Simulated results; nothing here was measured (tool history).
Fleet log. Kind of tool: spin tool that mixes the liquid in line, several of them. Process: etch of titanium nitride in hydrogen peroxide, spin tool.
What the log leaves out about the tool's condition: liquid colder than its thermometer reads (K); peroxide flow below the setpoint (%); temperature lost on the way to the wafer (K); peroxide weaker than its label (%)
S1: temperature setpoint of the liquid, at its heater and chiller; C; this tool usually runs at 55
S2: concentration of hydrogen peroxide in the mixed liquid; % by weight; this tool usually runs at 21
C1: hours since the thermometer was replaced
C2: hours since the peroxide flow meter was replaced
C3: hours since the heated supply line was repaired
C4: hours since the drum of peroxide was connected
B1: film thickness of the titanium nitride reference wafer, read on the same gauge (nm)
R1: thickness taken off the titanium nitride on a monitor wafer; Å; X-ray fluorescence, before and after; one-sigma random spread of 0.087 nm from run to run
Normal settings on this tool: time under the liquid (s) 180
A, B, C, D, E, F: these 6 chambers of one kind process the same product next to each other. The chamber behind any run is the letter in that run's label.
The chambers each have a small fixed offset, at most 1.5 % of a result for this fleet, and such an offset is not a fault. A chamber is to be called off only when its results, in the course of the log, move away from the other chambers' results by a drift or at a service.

{"run": "1A", "day": 0.254, "S1": 55, "S2": 21, "time under the liquid (s)": 180, "C1": 1445.6, "C2": 1155.6, "C3": 2315.3, "C4": 80.7, "B1": 110.01, "R1": 105.5}
{"run": "2F", "day": 0.583, "S1": 55, "S2": 21, "time under the liquid (s)": 180, "C1": 1125.1, "C2": 1923.0, "C3": 881.2, "C4": 384.7, "B1": 109.97, "R1": 106.58}
{"run": "3D", "day": 0.929, "S1": 55, "S2": 21, "time under the liquid (s)": 180, "C1": 797.4, "C2": 1796.7, "C3": 174.3, "C4": 280.1, "B1": 110.0, "R1": 102.91}
{"run": "4C", "day": 1.296, "S1": 55, "S2": 21, "time under the liquid (s)": 180, "C1": 45.7, "C2": 1000.1, "C3": 487.8, "C4": 305.8, "B1": 110.01, "R1": 105.82}
{"run": "5B", "day": 1.625, "S1": 55, "S2": 21, "time under the liquid (s)": 180, "C1": 1888.6, "C2": 1052.6, "C3": 121.2, "C4": 698.4, "B1": 110.01, "R1": 107.06}
{"day": 1.642, "done": "chamber E: new drum of peroxide connected"}
{"run": "6E", "day": 1.917, "S1": 55, "S2": 21, "time under the liquid (s)": 180, "C1": 1185.3, "C2": 995.2, "C3": 334.1, "C4": 6.6, "B1": 110.02, "R1": 103.15}
{"day": 1.975, "done": "chamber D: peroxide flow meter replaced"}
{"run": "7F", "day": 2.158, "S1": 55, "S2": 21, "time under the liquid (s)": 180, "C1": 1162.9, "C2": 1960.8, "C3": 919.0, "C4": 422.5, "B1": 110.01, "R1": 104.7}
{"run": "8D", "day": 2.446, "S1": 55, "S2": 21, "time under the liquid (s)": 180, "C1": 833.8, "C2": 11.3, "C3": 210.7, "C4": 316.5, "B1": 109.99, "R1": 104.09}
{"run": "9C", "day": 2.692, "S1": 55, "S2": 21, "time under the liquid (s)": 180, "C1": 79.2, "C2": 1033.6, "C3": 521.3, "C4": 339.3, "B1": 110.01, "R1": 106.18}
{"run": "10E", "day": 2.871, "S1": 55, "S2": 21, "time under the liquid (s)": 180, "C1": 1208.2, "C2": 1018.1, "C3": 357.0, "C4": 29.5, "B1": 110.03, "R1": 103.18}
{"run": "11A", "day": 3.046, "S1": 55, "S2": 21, "time under the liquid (s)": 180, "C1": 1512.6, "C2": 1222.6, "C3": 2382.3, "C4": 147.7, "B1": 110.0, "R1": 107.38}
{"run": "12B", "day": 3.238, "S1": 55, "S2": 21, "time under the liquid (s)": 180, "C1": 1927.3, "C2": 1091.3, "C3": 159.9, "C4": 737.1, "B1": 109.99, "R1": 106.48}
{"run": "13B", "day": 3.446, "S1": 55, "S2": 21, "time under the liquid (s)": 180, "C1": 1932.3, "C2": 1096.3, "C3": 164.9, "C4": 742.1, "B1": 109.97, "R1": 105.41}
{"run": "14A", "day": 3.733, "S1": 55, "S2": 21, "time under the liquid (s)": 180, "C1": 1529.1, "C2": 1239.1, "C3": 2398.8, "C4": 164.2, "B1": 109.99, "R1": 106.82}
{"run": "15F", "day": 3.992, "S1": 55, "S2": 21, "time under the liquid (s)": 180, "C1": 1206.9, "C2": 2004.8, "C3": 963.0, "C4": 466.5, "B1": 109.99, "R1": 103.79}
{"run": "16C", "day": 4.292, "S1": 55, "S2": 21, "time under the liquid (s)": 225, "C1": 117.6, "C2": 1072.0, "C3": 559.7, "C4": 377.7, "B1": 109.98, "R1": 132.06}
{"run": "17E", "day": 4.642, "S1": 55, "S2": 21, "time under the liquid (s)": 225, "C1": 1250.7, "C2": 1060.6, "C3": 399.5, "C4": 72.0, "B1": 110.04, "R1": 131.28}
{"run": "18D", "day": 4.838, "S1": 55, "S2": 21, "time under the liquid (s)": 225, "C1": 891.2, "C2": 68.7, "C3": 268.1, "C4": 373.9, "B1": 110.0, "R1": 131.18}
{"run": "19C", "day": 5.204, "S1": 55, "S2": 21, "time under the liquid (s)": 225, "C1": 139.5, "C2": 1093.9, "C3": 581.6, "C4": 399.6, "B1": 110.01, "R1": 131.8}
{"run": "20D", "day": 5.488, "S1": 55, "S2": 21, "time under the liquid (s)": 225, "C1": 906.8, "C2": 84.3, "C3": 283.7, "C4": 389.5, "B1": 110.02, "R1": 131.06}
{"run": "21F", "day": 5.821, "S1": 55, "S2": 21, "time under the liquid (s)": 225, "C1": 1250.8, "C2": 2048.7, "C3": 1006.9, "C4": 510.4, "B1": 109.99, "R1": 131.86}
{"run": "22B", "day": 5.996, "S1": 55, "S2": 21, "time under the liquid (s)": 180, "C1": 1993.5, "C2": 1157.5, "C3": 226.1, "C4": 803.3, "B1": 110.01, "R1": 105.62}
{"run": "23A", "day": 6.362, "S1": 55, "S2": 21, "time under the liquid (s)": 180, "C1": 1592.2, "C2": 1302.2, "C3": 2461.9, "C4": 227.3, "B1": 110.01, "R1": 106.39}
{"run": "24E", "day": 6.671, "S1": 55, "S2": 21, "time under the liquid (s)": 180, "C1": 1299.4, "C2": 1109.3, "C3": 448.2, "C4": 120.7, "B1": 110.0, "R1": 105.6}
{"run": "25D", "day": 6.975, "S1": 55, "S2": 21, "time under the liquid (s)": 180, "C1": 942.5, "C2": 120.0, "C3": 319.4, "C4": 425.2, "B1": 110.05, "R1": 106.36}
{"run": "26F", "day": 7.267, "S1": 55, "S2": 21, "time under the liquid (s)": 180, "C1": 1285.5, "C2": 2083.4, "C3": 1041.6, "C4": 545.1, "B1": 109.99, "R1": 105.3}
{"run": "27B", "day": 7.488, "S1": 55, "S2": 21, "time under the liquid (s)": 180, "C1": 2029.3, "C2": 1193.3, "C3": 261.9, "C4": 839.1, "B1": 110.0, "R1": 106.18}
{"run": "28C", "day": 7.696, "S1": 55, "S2": 21, "time under the liquid (s)": 180, "C1": 199.3, "C2": 1153.7, "C3": 641.4, "C4": 459.4, "B1": 109.99, "R1": 106.27}
{"run": "29E", "day": 7.904, "S1": 55, "S2": 21, "time under the liquid (s)": 180, "C1": 1329.0, "C2": 1138.9, "C3": 477.8, "C4": 150.3, "B1": 109.99, "R1": 102.1}
{"run": "30A", "day": 8.192, "S1": 55, "S2": 21, "time under the liquid (s)": 180, "C1": 1636.1, "C2": 1346.1, "C3": 2505.8, "C4": 271.2, "B1": 109.98, "R1": 105.83}
{"run": "31D", "day": 8.367, "S1": 55, "S2": 21, "time under the liquid (s)": 180, "C1": 975.9, "C2": 153.4, "C3": 352.8, "C4": 458.6, "B1": 109.99, "R1": 104.45}
{"run": "32C", "day": 8.675, "S1": 55, "S2": 21, "time under the liquid (s)": 120, "C1": 222.8, "C2": 1177.2, "C3": 664.9, "C4": 482.9, "B1": 109.99, "R1": 70.167}
{"run": "33F", "day": 8.925, "S1": 55, "S2": 21, "time under the liquid (s)": 120, "C1": 1325.3, "C2": 2123.2, "C3": 1081.4, "C4": 584.9, "B1": 110.01, "R1": 70.342}
{"run": "34E", "day": 9.238, "S1": 55, "S2": 21, "time under the liquid (s)": 120, "C1": 1361.0, "C2": 1170.9, "C3": 509.8, "C4": 182.3, "B1": 110.01, "R1": 67.854}
{"run": "35B", "day": 9.504, "S1": 55, "S2": 21, "time under the liquid (s)": 120, "C1": 2077.7, "C2": 1241.7, "C3": 310.3, "C4": 887.5, "B1": 109.98, "R1": 70.059}
{"run": "36A", "day": 9.754, "S1": 55, "S2": 21, "time under the liquid (s)": 120, "C1": 1673.6, "C2": 1383.6, "C3": 2543.3, "C4": 308.7, "B1": 109.99, "R1": 70.813}
{"run": "37C", "day": 9.996, "S1": 55, "S2": 21, "time under the liquid (s)": 120, "C1": 254.5, "C2": 1208.9, "C3": 696.6, "C4": 514.6, "B1": 109.98, "R1": 70.327}
{"run": "38E", "day": 10.225, "S1": 55, "S2": 21, "time under the liquid (s)": 180, "C1": 1384.7, "C2": 1194.6, "C3": 533.5, "C4": 206.0, "B1": 110.03, "R1": 100.69}
{"run": "39D", "day": 10.45, "S1": 55, "S2": 21, "time under the liquid (s)": 180, "C1": 1025.9, "C2": 203.4, "C3": 402.8, "C4": 508.6, "B1": 110.0, "R1": 105.07}
{"day": 10.508, "done": "chamber B: new drum of peroxide connected"}
{"run": "40F", "day": 10.771, "S1": 55, "S2": 21, "time under the liquid (s)": 180, "C1": 1369.6, "C2": 2167.5, "C3": 1125.7, "C4": 629.2, "B1": 110.01, "R1": 104.72}
{"run": "41B", "day": 11.096, "S1": 55, "S2": 21, "time under the liquid (s)": 180, "C1": 2115.9, "C2": 1279.9, "C3": 348.5, "C4": 14.1, "B1": 109.99, "R1": 106.36}
{"run": "42A", "day": 11.371, "S1": 55, "S2": 27, "time under the liquid (s)": 180, "C1": 1712.4, "C2": 1422.4, "C3": 2582.1, "C4": 347.5, "B1": 110.02, "R1": 112.74}
{"run": "43F", "day": 11.721, "S1": 55, "S2": 27, "time under the liquid (s)": 180, "C1": 1392.4, "C2": 2190.3, "C3": 1148.5, "C4": 652.0, "B1": 110.02, "R1": 110.41}

Has any chamber moved away from the others, gradually or after a service, or does the common gauge drift, or do the chambers differ only by their own small steady offsets? State the chamber and the most likely cause if one applies.

One chamber, E, drifts off from the rest bit by bit.
Likeliest cause: liquid colder than its thermometer reads (K) = 0.672.
It could be hard to tell apart here from: temperature lost on the way to the wafer (K).

Below are 4 candidate recipes for chamber E's next run, each the usual settings with a change, their results shown as question marks. Which of them brings E's results back in line with what the other chambers give on the usual settings?
In line here means within this much of the mean the other chambers give on the usual settings: R1 3.000 Å
{"run": "44E-1", "day": 12.004, "S1": 55.0, "S2": 21, "time under the liquid (s)": 170, "R1": "?"}
{"run": "44E-2", "day": 12.004, "S1": 56.5, "S2": 21, "time under the liquid (s)": 180, "R1": "?"}
{"run": "44E-3", "day": 12.004, "S1": 55.5, "S2": 21, "time under the liquid (s)": 185, "R1": "?"}
{"run": "44E-4", "day": 12.004, "S1": 53.5, "S2": 21, "time under the liquid (s)": 180, "R1": "?"}

Other chambers, usual settings, mean: R1 105.580 Å
run=44E-1 R1=94.052
run=44E-2 R1=110.530
run=44E-3 R1=106.010
run=44E-4 R1=89.633
44E-3 puts the chamber back in line with the other chambers.

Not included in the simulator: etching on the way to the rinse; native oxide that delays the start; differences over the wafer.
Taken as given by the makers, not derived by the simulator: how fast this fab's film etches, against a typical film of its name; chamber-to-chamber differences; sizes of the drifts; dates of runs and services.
